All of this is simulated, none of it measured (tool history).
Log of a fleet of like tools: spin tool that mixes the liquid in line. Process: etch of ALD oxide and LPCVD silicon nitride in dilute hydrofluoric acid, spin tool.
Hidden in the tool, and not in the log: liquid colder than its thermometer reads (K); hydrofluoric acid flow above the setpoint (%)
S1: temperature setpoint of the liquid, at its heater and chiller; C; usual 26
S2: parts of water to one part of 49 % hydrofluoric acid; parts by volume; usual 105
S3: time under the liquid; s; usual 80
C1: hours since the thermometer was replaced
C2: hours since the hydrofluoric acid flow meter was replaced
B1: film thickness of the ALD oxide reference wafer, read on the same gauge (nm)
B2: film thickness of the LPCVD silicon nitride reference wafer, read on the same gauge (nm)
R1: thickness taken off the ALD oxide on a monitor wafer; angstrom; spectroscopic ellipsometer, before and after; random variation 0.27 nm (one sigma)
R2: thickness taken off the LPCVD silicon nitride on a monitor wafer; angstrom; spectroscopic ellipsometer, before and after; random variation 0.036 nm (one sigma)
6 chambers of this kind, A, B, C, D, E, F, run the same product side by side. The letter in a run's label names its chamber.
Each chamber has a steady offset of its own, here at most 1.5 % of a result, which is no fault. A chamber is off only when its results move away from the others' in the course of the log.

run,hour,S1,S2,S3,C1,C2,B1,B2,R1,R2
1C,13.8,26,105,80,245.1,282.2,130.03,109.97,267.72,3.962
2A,21.4,26,105,80,966.9,1365.3,129.98,109.98,264.27,3.4008
3D,34.8,26,105,80,422.7,695.7,130,110,271.8,4.0819
4B,47.6,26,105,80,380.9,645.3,129.97,110.02,269.47,3.7962
5E,58.2,26,105,80,699.1,1473.7,129.98,110.03,262.33,3.5421
# hour 61.4: chamber F: thermometer replaced
6F,66.8,26,105,80,5.5,682.9,129.98,110,268.92,4.1195
7B,81.3,26,105,80,414.6,679,130.01,109.99,268.49,3.332
# hour 86.4: chamber A: hydrofluoric acid flow meter replaced
8F,88.1,26,105,80,26.8,704.2,129.96,110.04,266.49,3.3382
9C,102.4,26,105,80,333.7,370.8,129.98,109.95,267.14,3.7326
10E,116.2,26,105,80,757.1,1531.7,129.97,109.96,269.51,4.2017
11D,125.1,26,105,80,513,786,129.97,109.96,263.29,3.3226
12A,138.8,26,105,80,1084.3,52.4,129.96,110.01,267.51,3.8417
13A,145.2,26,105,80,1090.7,58.8,130.05,110.01,267.14,3.7769
14F,158.2,26,105,80,96.9,774.3,130,109.96,268.12,3.7008
# hour 162.4: chamber C: hydrofluoric acid flow meter replaced
15C,171.4,26,105,80,402.7,9.1,129.97,110.02,265.32,3.5739
16E,181.7,26,105,80,822.6,1597.2,129.99,110.02,264.32,3.3705
17B,195.4,26,105,80,528.7,793.1,130.01,109.97,272.04,3.7749
18D,206.7,26,105,80,594.6,867.6,130.01,110.02,268.32,4.0067
19A,217,26,105,80,1162.5,130.6,130.02,110.02,262.15,3.5931
20D,225.9,26,105,80,613.8,886.8,129.98,110,267.71,3.7497
21B,236.8,26,105,80,570.1,834.5,129.96,109.99,275.91,3.2735
22E,248.3,26,105,80,889.2,1663.8,130,110.01,268.86,3.8354
23C,257.8,26,105,80,489.1,95.5,130.01,110.01,265.18,3.6217
24F,270.6,26,105,80,209.3,886.7,130,109.99,269.17,3.7845
25D,277.9,26,105,80,665.8,938.8,130.01,109.99,264.64,4.2262
26E,288.8,26,105,80,929.7,1704.3,129.97,109.99,268.19,4.1546
27C,303.2,26,105,80,534.5,140.9,130.03,109.97,262.22,3.2396
28F,311.8,26,105,80,250.5,927.9,129.97,110,271.24,3.5518
29A,324.8,26,105,80,1270.3,238.4,130.03,110.01,265.51,4.3525
30B,333.7,26,105,80,667,931.4,130.03,109.98,288.46,3.953
31B,342.4,26,105,80,675.7,940.1,130,110,287.06,4.3288
32F,355.1,26,105,80,293.8,971.2,129.99,109.97,266.83,3.9252
33A,365.7,26,105,80,1311.2,279.3,129.99,109.98,268.22,4.1999
34D,377.2,26,105,80,765.1,1038.1,130,110.01,268.85,3.2295
35C,389.2,26,105,80,620.5,226.9,129.98,109.97,267.16,3.4934
36E,403,26,105,80,1043.9,1818.5,130.03,109.99,268.36,3.3252
37A,411.1,26,105,80,1356.6,324.7,129.98,110,263.34,3.915
38B,420.9,26,105,80,754.2,1018.6,129.97,110,297.13,3.6036
39E,435.6,28,65,80,1076.5,1851.1,129.99,110,490.98,7.6032

What goes on in this fleet: one chamber off, a drifting gauge, or nothing beyond the chambers' own small offsets? Name the chamber and the cause, if any.

Chamber B drifts away from the others.
Cause: hydrofluoric acid flow above the setpoint (%) = 10.8.

Here are 4 candidates for chamber B's next run, each the usual settings with a change, their results left as question marks. Which one brings its results back in line with what the others give on the usual settings?
In line means no further than this from the other chambers' mean on the usual settings: R1 9.3 angstrom; R2 1.3 angstrom
40B-1,446.1,26,110,75,,,,,?,?
40B-2,446.1,26,100,85,,,,,?,?
40B-3,446.1,26,100,80,,,,,?,?
40B-4,446.1,26,110,80,,,,,?,?

The other chambers' mean on the usual settings: R1 267.13 angstrom; R2 3.7088 angstrom
run,R1,R2
40B-1,268.85,3.7571
40B-2,338.66,4.6749
40B-3,318.74,4.3999
40B-4,286.77,4.0076
40B-1 brings the chamber back in line.
